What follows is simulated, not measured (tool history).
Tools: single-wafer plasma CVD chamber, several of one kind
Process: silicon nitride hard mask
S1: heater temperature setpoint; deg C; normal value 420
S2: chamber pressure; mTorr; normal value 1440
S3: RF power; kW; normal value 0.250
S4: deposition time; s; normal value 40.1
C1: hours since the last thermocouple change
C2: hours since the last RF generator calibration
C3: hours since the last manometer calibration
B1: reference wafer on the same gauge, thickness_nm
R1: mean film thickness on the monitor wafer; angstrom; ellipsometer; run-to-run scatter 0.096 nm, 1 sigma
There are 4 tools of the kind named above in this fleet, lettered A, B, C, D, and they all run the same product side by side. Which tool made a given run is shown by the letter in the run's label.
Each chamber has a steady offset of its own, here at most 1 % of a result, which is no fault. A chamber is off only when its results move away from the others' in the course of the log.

run 1C hour=3.6 | S1=420 S2=1440 S3=0.250 S4=40.1 | C1=558.0 C2=1020.3 C3=1408.2 | B1=46.294 | R1=394.43
run 2D hour=6.4 | S1=420 S2=1440 S3=0.250 S4=40.1 | C1=1385.0 C2=776.3 C3=1456.3 | B1=46.309 | R1=391.40
run 3A hour=10.3 | S1=420 S2=1440 S3=0.250 S4=40.1 | C1=382.4 C2=2154.6 C3=143.8 | B1=46.309 | R1=386.60
run 4B hour=12.8 | S1=420 S2=1440 S3=0.250 S4=40.1 | C1=1703.1 C2=818.2 C3=1709.9 | B1=46.292 | R1=391.69
run 5C hour=15.4 | S1=420 S2=1440 S3=0.250 S4=40.1 | C1=569.8 C2=1032.1 C3=1420.0 | B1=46.301 | R1=393.29
run 6D hour=18.1 | S1=420 S2=1440 S3=0.250 S4=40.1 | C1=1396.7 C2=788.0 C3=1468.0 | B1=46.295 | R1=391.48
run 7A hour=22.5 | S1=420 S2=1440 S3=0.250 S4=40.1 | C1=394.6 C2=2166.8 C3=156.0 | B1=46.289 | R1=389.25
run 8B hour=24.8 | S1=420 S2=1440 S3=0.250 S4=40.1 | C1=1715.1 C2=830.2 C3=1721.9 | B1=46.312 | R1=392.06
run 9D hour=28.9 | S1=412 S2=1780 S3=0.250 S4=40.1 | C1=1407.5 C2=798.8 C3=1478.8 | B1=46.260 | R1=417.18
run 10B hour=31.8 | S1=412 S2=1780 S3=0.250 S4=40.1 | C1=1722.1 C2=837.2 C3=1728.9 | B1=46.314 | R1=416.01
run 11A hour=35.3 | S1=412 S2=1780 S3=0.250 S4=40.1 | C1=407.4 C2=2179.6 C3=168.8 | B1=46.328 | R1=413.09
run 12C hour=37.3 | S1=412 S2=1780 S3=0.250 S4=40.1 | C1=591.7 C2=1054.0 C3=1441.9 | B1=46.293 | R1=419.61
run 13A hour=39.3 | S1=420 S2=1200 S3=0.250 S4=32.7 | C1=411.4 C2=2183.6 C3=172.8 | B1=46.315 | R1=300.15
run 14D hour=42.3 | S1=420 S2=1200 S3=0.250 S4=32.7 | C1=1420.9 C2=812.2 C3=1492.2 | B1=46.285 | R1=300.70
run 15B hour=46.5 | S1=420 S2=1200 S3=0.250 S4=32.7 | C1=1736.8 C2=851.9 C3=1743.6 | B1=46.297 | R1=303.52
run 16C hour=48.8 | S1=420 S2=1200 S3=0.250 S4=32.7 | C1=603.2 C2=1065.5 C3=1453.4 | B1=46.315 | R1=303.41
run 17A hour=52.1 | S1=420 S2=1440 S3=0.250 S4=40.1 | C1=424.2 C2=2196.4 C3=185.6 | B1=46.281 | R1=389.64
run 18D hour=56.3 | S1=420 S2=1440 S3=0.250 S4=40.1 | C1=1434.9 C2=826.2 C3=1506.2 | B1=46.304 | R1=389.96
run 19C hour=60.1 | S1=420 S2=1440 S3=0.250 S4=40.1 | C1=614.5 C2=1076.8 C3=1464.7 | B1=46.293 | R1=393.67
run 20B hour=63.4 | S1=420 S2=1440 S3=0.250 S4=40.1 | C1=1753.7 C2=868.8 C3=1760.5 | B1=46.299 | R1=390.88
run 21B hour=65.6 | S1=420 S2=1440 S3=0.270 S4=46.3 | C1=1755.9 C2=871.0 C3=1762.7 | B1=46.303 | R1=476.72
run 22A hour=69.3 | S1=420 S2=1440 S3=0.270 S4=46.3 | C1=441.4 C2=2213.6 C3=202.8 | B1=46.329 | R1=471.80
run 23D hour=72.9 | S1=420 S2=1440 S3=0.270 S4=46.3 | C1=1451.5 C2=842.8 C3=1522.8 | B1=46.279 | R1=476.21
run 24C hour=77.0 | S1=420 S2=1440 S3=0.270 S4=46.3 | C1=631.4 C2=1093.7 C3=1481.6 | B1=46.303 | R1=481.11
run 25B hour=80.8 | S1=420 S2=1440 S3=0.250 S4=40.1 | C1=1771.1 C2=886.2 C3=1777.9 | B1=46.302 | R1=392.28
run 26D hour=83.1 | S1=420 S2=1440 S3=0.250 S4=40.1 | C1=1461.7 C2=853.0 C3=1533.0 | B1=46.291 | R1=392.77
run 27C hour=87.4 | S1=420 S2=1440 S3=0.250 S4=40.1 | C1=641.8 C2=1104.1 C3=1492.0 | B1=46.301 | R1=393.80
run 28A hour=91.5 | S1=407 S2=1440 S3=0.200 S4=40.1 | C1=463.6 C2=2235.8 C3=225.0 | B1=46.338 | R1=332.23
run 29B hour=93.6 | S1=407 S2=1440 S3=0.200 S4=40.1 | C1=1783.9 C2=899.0 C3=1790.7 | B1=46.289 | R1=336.20
run 30A hour=98.0 | S1=407 S2=1440 S3=0.200 S4=40.1 | C1=470.1 C2=2242.3 C3=231.5 | B1=46.283 | R1=332.64
run 31C hour=101.7 | S1=407 S2=1440 S3=0.200 S4=40.1 | C1=656.1 C2=1118.4 C3=1506.3 | B1=46.315 | R1=338.10
run 32D hour=104.0 | S1=420 S2=1440 S3=0.250 S4=40.1 | C1=1482.6 C2=873.9 C3=1553.9 | B1=46.302 | R1=391.00
run 33C hour=107.2 | S1=420 S2=1440 S3=0.250 S4=40.1 | C1=661.6 C2=1123.9 C3=1511.8 | B1=46.302 | R1=394.22
run 34A hour=111.4 | S1=420 S2=1440 S3=0.250 S4=40.1 | C1=483.5 C2=2255.7 C3=244.9 | B1=46.269 | R1=387.18
run 35B hour=115.8 | S1=420 S2=1730 S3=0.250 S4=40.1 | C1=1806.1 C2=921.2 C3=1812.9 | B1=46.257 | R1=413.12
run 36D hour=118.1 | S1=420 S2=1730 S3=0.250 S4=40.1 | C1=1496.7 C2=888.0 C3=1568.0 | B1=46.297 | R1=413.32
run 37A hour=122.2 | S1=420 S2=1730 S3=0.250 S4=40.1 | C1=494.3 C2=2266.5 C3=255.7 | B1=46.267 | R1=409.00
run 38B hour=126.6 | S1=420 S2=1730 S3=0.250 S4=40.1 | C1=1816.9 C2=932.0 C3=1823.7 | B1=46.322 | R1=412.76
run 39D hour=130.6 | S1=420 S2=1440 S3=0.250 S4=40.1 | C1=1509.2 C2=900.5 C3=1580.5 | B1=46.285 | R1=391.23
run 40C hour=132.9 | S1=420 S2=1440 S3=0.250 S4=40.1 | C1=687.3 C2=1149.6 C3=1537.5 | B1=46.298 | R1=395.01
run 41B hour=137.2 | S1=420 S2=1440 S3=0.250 S4=40.1 | C1=1827.5 C2=942.6 C3=1834.3 | B1=46.308 | R1=391.69

One chamber off, gauge drift, or nothing amiss beyond the chambers' own small offsets? If it is a chamber, which one, and what is the likeliest cause?

No chamber stands off beyond its own small offset, and the gauge holds steady.
